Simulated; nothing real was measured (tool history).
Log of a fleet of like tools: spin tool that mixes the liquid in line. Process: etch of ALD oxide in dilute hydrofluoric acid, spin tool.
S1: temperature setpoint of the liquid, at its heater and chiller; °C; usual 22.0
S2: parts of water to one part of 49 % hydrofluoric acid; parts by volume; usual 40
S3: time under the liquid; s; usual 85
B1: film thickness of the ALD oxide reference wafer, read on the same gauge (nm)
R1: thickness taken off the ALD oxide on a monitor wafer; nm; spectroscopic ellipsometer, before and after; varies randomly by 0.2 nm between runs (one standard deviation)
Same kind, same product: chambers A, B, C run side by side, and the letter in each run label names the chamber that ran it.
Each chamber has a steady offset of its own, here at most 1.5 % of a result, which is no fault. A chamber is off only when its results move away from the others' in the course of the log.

run,hour,S1,S2,S3,B1,R1
1A,5.4,22.0,40,85,49.990,20.772
2C,8.8,22.0,40,85,49.998,20.419
3B,13.2,22.0,40,85,50.001,21.182
4C,16.7,22.0,40,85,50.002,20.729
5B,22.0,22.0,40,85,50.010,21.097
6A,26.5,22.0,40,85,50.022,20.831
7C,29.5,22.0,40,85,50.012,20.534
8B,32.3,17.5,40,130,50.028,26.338
9A,38.0,17.5,40,130,50.025,26.095
10A,43.1,17.5,40,130,49.996,26.170
11B,46.7,19.5,30,85,49.990,25.250
12C,52.0,19.5,30,85,49.986,25.239
13A,56.3,19.5,30,85,49.995,25.269
14C,59.8,22.0,40,85,49.984,20.696
15B,64.6,22.0,40,85,49.997,21.108
16B,67.4,22.0,40,85,50.004,20.790
17A,71.4,22.0,40,85,49.996,20.990
18C,75.4,22.0,40,85,50.010,20.667
19B,78.3,22.0,40,85,50.037,21.109
20C,83.1,22.0,40,85,50.021,20.768
21A,88.2,22.0,40,85,49.974,20.698
22C,93.9,22.0,40,60,50.041,14.594
23B,99.3,22.0,40,60,50.020,14.926
24A,104.2,22.0,40,60,50.001,14.871
25C,109.9,22.0,40,85,50.003,20.400
26A,112.5,22.0,40,85,49.999,20.708
27B,116.1,22.0,40,85,49.982,20.746
28C,118.7,20.0,40,85,50.007,19.055

Which is it: a chamber that has drifted or been left off by a service, a gauge drift common to all chambers, or only each chamber's usual small offset? If a chamber is off, name it and its likeliest cause.

No chamber stands off beyond its own small offset, and the gauge holds steady.

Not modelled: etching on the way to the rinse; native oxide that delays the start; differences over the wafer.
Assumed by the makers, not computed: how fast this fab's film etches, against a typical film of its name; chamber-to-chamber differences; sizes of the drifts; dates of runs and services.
